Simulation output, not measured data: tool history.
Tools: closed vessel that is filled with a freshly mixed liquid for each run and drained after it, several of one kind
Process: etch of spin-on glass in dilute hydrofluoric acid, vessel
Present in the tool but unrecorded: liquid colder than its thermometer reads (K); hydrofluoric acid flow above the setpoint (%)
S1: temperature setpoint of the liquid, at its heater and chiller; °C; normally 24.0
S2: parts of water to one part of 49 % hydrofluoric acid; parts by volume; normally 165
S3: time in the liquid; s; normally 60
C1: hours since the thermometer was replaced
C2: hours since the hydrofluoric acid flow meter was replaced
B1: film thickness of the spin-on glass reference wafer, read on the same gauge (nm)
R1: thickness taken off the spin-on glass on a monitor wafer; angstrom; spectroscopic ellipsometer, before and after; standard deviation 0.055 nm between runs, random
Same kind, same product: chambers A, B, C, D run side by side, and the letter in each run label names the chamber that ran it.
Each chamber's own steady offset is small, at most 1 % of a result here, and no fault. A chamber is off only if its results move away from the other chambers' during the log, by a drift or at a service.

| run | day | S1 | S2 | S3 | C1 | C2 | B1 | R1 |
|---|---|---|---|---|---|---|---|---|
| 1B | 0.529 | 24.0 | 165 | 60 | 298.0 | 542.4 | 30.008 | 162.68 |
| 2C | 1.171 | 24.0 | 165 | 60 | 906.1 | 553.6 | 29.993 | 161.25 |
| 3A | 1.462 | 24.0 | 165 | 60 | 1708.1 | 846.5 | 29.997 | 163.08 |
| 4D | 2.038 | 24.0 | 165 | 60 | 1803.3 | 333.4 | 30.006 | 161.83 |
| 5D | 2.483 | 20.5 | 165 | 60 | 1814.0 | 344.1 | 29.974 | 140.85 |
|  | 2.546 | chamber C: hydrofluoric acid flow meter replaced |
| 6A | 3.083 | 20.5 | 165 | 60 | 1747.0 | 885.4 | 30.010 | 141.57 |
| 7C | 3.488 | 20.5 | 165 | 60 | 961.7 | 22.6 | 30.002 | 141.23 |
| 8B | 4.038 | 20.5 | 165 | 60 | 382.2 | 626.6 | 30.001 | 141.01 |
| 9A | 4.450 | 24.0 | 165 | 60 | 1779.8 | 918.2 | 29.996 | 163.02 |
| 10D | 4.921 | 24.0 | 165 | 80 | 1872.5 | 402.6 | 30.016 | 214.32 |
| 11B | 5.300 | 24.0 | 165 | 80 | 412.5 | 656.9 | 30.011 | 216.03 |
|  | 5.579 | chamber D: hydrofluoric acid flow meter replaced |
| 12C | 5.950 | 24.0 | 165 | 80 | 1020.8 | 81.7 | 29.993 | 214.04 |
| 13D | 6.475 | 24.0 | 165 | 80 | 1909.8 | 21.6 | 30.002 | 214.13 |
| 14C | 6.792 | 24.0 | 165 | 60 | 1041.0 | 101.9 | 29.984 | 161.23 |
| 15B | 7.396 | 24.0 | 165 | 60 | 462.8 | 707.2 | 30.000 | 160.95 |
| 16A | 7.804 | 24.0 | 110 | 60 | 1860.3 | 998.7 | 29.981 | 263.04 |
| 17B | 8.196 | 24.0 | 110 | 60 | 482.0 | 726.4 | 29.999 | 258.33 |
| 18C | 8.758 | 24.0 | 110 | 60 | 1088.2 | 149.1 | 29.990 | 255.19 |
| 19A | 9.329 | 24.0 | 110 | 60 | 1896.9 | 1035.3 | 30.018 | 263.25 |
| 20D | 9.646 | 24.0 | 165 | 60 | 1985.9 | 97.7 | 29.981 | 162.03 |
| 21C | 10.304 | 24.0 | 165 | 60 | 1125.3 | 186.2 | 29.997 | 160.88 |
| 22A | 10.746 | 22.0 | 165 | 60 | 1930.9 | 1069.3 | 30.013 | 152.00 |
| 23B | 11.208 | 22.0 | 165 | 60 | 554.3 | 798.7 | 29.992 | 148.14 |
| 24D | 11.662 | 22.0 | 165 | 60 | 2034.3 | 146.1 | 30.007 | 148.82 |
| 25D | 12.017 | 22.0 | 165 | 60 | 2042.8 | 154.6 | 30.002 | 149.57 |
| 26B | 12.521 | 24.0 | 165 | 60 | 585.8 | 830.2 | 29.998 | 159.71 |
| 27A | 12.996 | 24.0 | 165 | 60 | 1984.9 | 1123.3 | 29.994 | 163.79 |
| 28C | 13.312 | 24.0 | 165 | 60 | 1197.5 | 258.4 | 29.992 | 161.25 |
| 29D | 13.700 | 24.0 | 165 | 60 | 2083.2 | 195.0 | 29.978 | 161.15 |

Decide between three cases: one chamber stands off from its peers, the gauge reading all wafers drifts, or nothing is wrong past each chamber's small offset. Where a chamber is off, say which and what most likely put it there.

Little by little, chamber B moves away from the other chambers.
Likeliest cause: liquid colder than its thermometer reads (K) = 0.575.
Not necessarily distinguishable in this log from: hydrofluoric acid flow below the setpoint (%).

Here are 4 candidates for chamber B's next run, each the usual settings with a change, their results left as question marks. Which one brings its results back in line with what the others give on the usual settings?
In-line tolerance around the mean of the other chambers on the usual settings: R1 1.90 angstrom
| 30B-1 | 14.171 | 24.5 | 165 | 60 |  |  |  | ? |
| 30B-2 | 14.171 | 24.0 | 160 | 60 |  |  |  | ? |
| 30B-3 | 14.171 | 24.0 | 170 | 60 |  |  |  | ? |
| 30B-4 | 14.171 | 23.5 | 165 | 60 |  |  |  | ? |

On the usual settings, the other chambers give on average: R1 161.88 angstrom
| run | R1 |
|---|---|
| 30B-1 | 162.54 |
| 30B-2 | 165.48 |
| 30B-3 | 153.87 |
| 30B-4 | 156.41 |
30B-1 puts the chamber back in line with the other chambers.
